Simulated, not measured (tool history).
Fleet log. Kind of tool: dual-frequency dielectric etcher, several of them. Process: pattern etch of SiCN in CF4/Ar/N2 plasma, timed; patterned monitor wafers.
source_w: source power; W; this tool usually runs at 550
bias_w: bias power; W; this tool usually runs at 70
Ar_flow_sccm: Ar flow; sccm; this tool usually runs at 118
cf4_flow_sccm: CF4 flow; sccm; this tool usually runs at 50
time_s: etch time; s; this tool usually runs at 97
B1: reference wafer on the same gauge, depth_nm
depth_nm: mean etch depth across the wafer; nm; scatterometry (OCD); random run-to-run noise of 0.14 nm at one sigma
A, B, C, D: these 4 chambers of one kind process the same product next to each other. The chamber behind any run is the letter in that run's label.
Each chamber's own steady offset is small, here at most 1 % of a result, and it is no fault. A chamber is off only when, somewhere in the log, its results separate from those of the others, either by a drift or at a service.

run 1A hour=9.2 | source_w=550 bias_w=70 Ar_flow_sccm=118 cf4_flow_sccm=50 time_s=97 | B1=101.83 | depth_nm=91.68
run 2C hour=14.6 | source_w=550 bias_w=70 Ar_flow_sccm=118 cf4_flow_sccm=50 time_s=97 | B1=101.91 | depth_nm=90.937
run 3D hour=22.7 | source_w=550 bias_w=70 Ar_flow_sccm=118 cf4_flow_sccm=50 time_s=97 | B1=101.89 | depth_nm=90.806
-- hour=29.9 chamber C: bias power generator calibrated
run 4B hour=32.9 | source_w=550 bias_w=70 Ar_flow_sccm=118 cf4_flow_sccm=50 time_s=97 | B1=101.88 | depth_nm=91.495
run 5C hour=40.7 | source_w=550 bias_w=70 Ar_flow_sccm=118 cf4_flow_sccm=50 time_s=97 | B1=101.9 | depth_nm=90.888
run 6A hour=48.9 | source_w=550 bias_w=70 Ar_flow_sccm=118 cf4_flow_sccm=50 time_s=97 | B1=101.9 | depth_nm=91.924
run 7D hour=54.5 | source_w=470 bias_w=70 Ar_flow_sccm=118 cf4_flow_sccm=55 time_s=97 | B1=101.96 | depth_nm=80.604
run 8B hour=60.3 | source_w=470 bias_w=70 Ar_flow_sccm=118 cf4_flow_sccm=55 time_s=97 | B1=102 | depth_nm=81.429
-- hour=61.8 chamber D: wet clean of the chamber
run 9D hour=68.3 | source_w=470 bias_w=70 Ar_flow_sccm=118 cf4_flow_sccm=55 time_s=97 | B1=102 | depth_nm=80.426
run 10C hour=73.9 | source_w=470 bias_w=70 Ar_flow_sccm=118 cf4_flow_sccm=55 time_s=97 | B1=101.98 | depth_nm=80.578
run 11A hour=80.1 | source_w=550 bias_w=59 Ar_flow_sccm=118 cf4_flow_sccm=50 time_s=97 | B1=102.05 | depth_nm=86.442
run 12B hour=89.8 | source_w=550 bias_w=59 Ar_flow_sccm=118 cf4_flow_sccm=50 time_s=97 | B1=102.07 | depth_nm=86.225
-- hour=95.4 chamber A: CF4 flow controller replaced
run 13B hour=98.6 | source_w=550 bias_w=59 Ar_flow_sccm=118 cf4_flow_sccm=50 time_s=97 | B1=102.1 | depth_nm=86.29
run 14A hour=106.9 | source_w=550 bias_w=59 Ar_flow_sccm=118 cf4_flow_sccm=50 time_s=97 | B1=102.08 | depth_nm=86.462
run 15D hour=114.5 | source_w=550 bias_w=70 Ar_flow_sccm=118 cf4_flow_sccm=50 time_s=97 | B1=102.13 | depth_nm=91.155
run 16C hour=120.7 | source_w=550 bias_w=59 Ar_flow_sccm=118 cf4_flow_sccm=50 time_s=97 | B1=102.19 | depth_nm=85.729
run 17C hour=130.2 | source_w=550 bias_w=59 Ar_flow_sccm=118 cf4_flow_sccm=50 time_s=97 | B1=102.21 | depth_nm=85.823
run 18B hour=136.3 | source_w=550 bias_w=59 Ar_flow_sccm=118 cf4_flow_sccm=50 time_s=97 | B1=102.21 | depth_nm=86.468
run 19D hour=146.2 | source_w=550 bias_w=59 Ar_flow_sccm=118 cf4_flow_sccm=50 time_s=97 | B1=102.25 | depth_nm=85.541
run 20A hour=151.9 | source_w=550 bias_w=70 Ar_flow_sccm=103 cf4_flow_sccm=50 time_s=97 | B1=102.24 | depth_nm=93.901
run 21C hour=158.1 | source_w=550 bias_w=70 Ar_flow_sccm=103 cf4_flow_sccm=50 time_s=97 | B1=102.31 | depth_nm=93.275
run 22A hour=165.2 | source_w=550 bias_w=70 Ar_flow_sccm=103 cf4_flow_sccm=50 time_s=97 | B1=102.28 | depth_nm=94.003
run 23B hour=176.7 | source_w=550 bias_w=70 Ar_flow_sccm=103 cf4_flow_sccm=50 time_s=97 | B1=102.35 | depth_nm=94.242
run 24D hour=183.2 | source_w=550 bias_w=70 Ar_flow_sccm=118 cf4_flow_sccm=50 time_s=113 | B1=102.35 | depth_nm=106.03
run 25A hour=189.9 | source_w=550 bias_w=70 Ar_flow_sccm=118 cf4_flow_sccm=50 time_s=113 | B1=102.36 | depth_nm=107.13
-- hour=194.2 chamber D: source power generator calibrated
run 26C hour=198.4 | source_w=550 bias_w=70 Ar_flow_sccm=118 cf4_flow_sccm=50 time_s=113 | B1=102.41 | depth_nm=106.12
run 27B hour=209.7 | source_w=550 bias_w=70 Ar_flow_sccm=118 cf4_flow_sccm=50 time_s=113 | B1=102.41 | depth_nm=107.39
run 28D hour=219.4 | source_w=550 bias_w=70 Ar_flow_sccm=118 cf4_flow_sccm=50 time_s=97 | B1=102.41 | depth_nm=91.257

Predict what each chamber gives when all 4 of them run the settings below next.
run 29A hour=227.8 | source_w=550 bias_w=70 Ar_flow_sccm=118 cf4_flow_sccm=50 time_s=97 | depth_nm=?
run 29B hour=227.8 | source_w=550 bias_w=70 Ar_flow_sccm=118 cf4_flow_sccm=50 time_s=97 | depth_nm=?
run 29C hour=227.8 | source_w=550 bias_w=70 Ar_flow_sccm=118 cf4_flow_sccm=50 time_s=97 | depth_nm=?
run 29D hour=227.8 | source_w=550 bias_w=70 Ar_flow_sccm=118 cf4_flow_sccm=50 time_s=97 | depth_nm=?

run=29A depth_nm=92.056
run=29B depth_nm=92.29
run=29C depth_nm=91.635
run=29D depth_nm=91.16
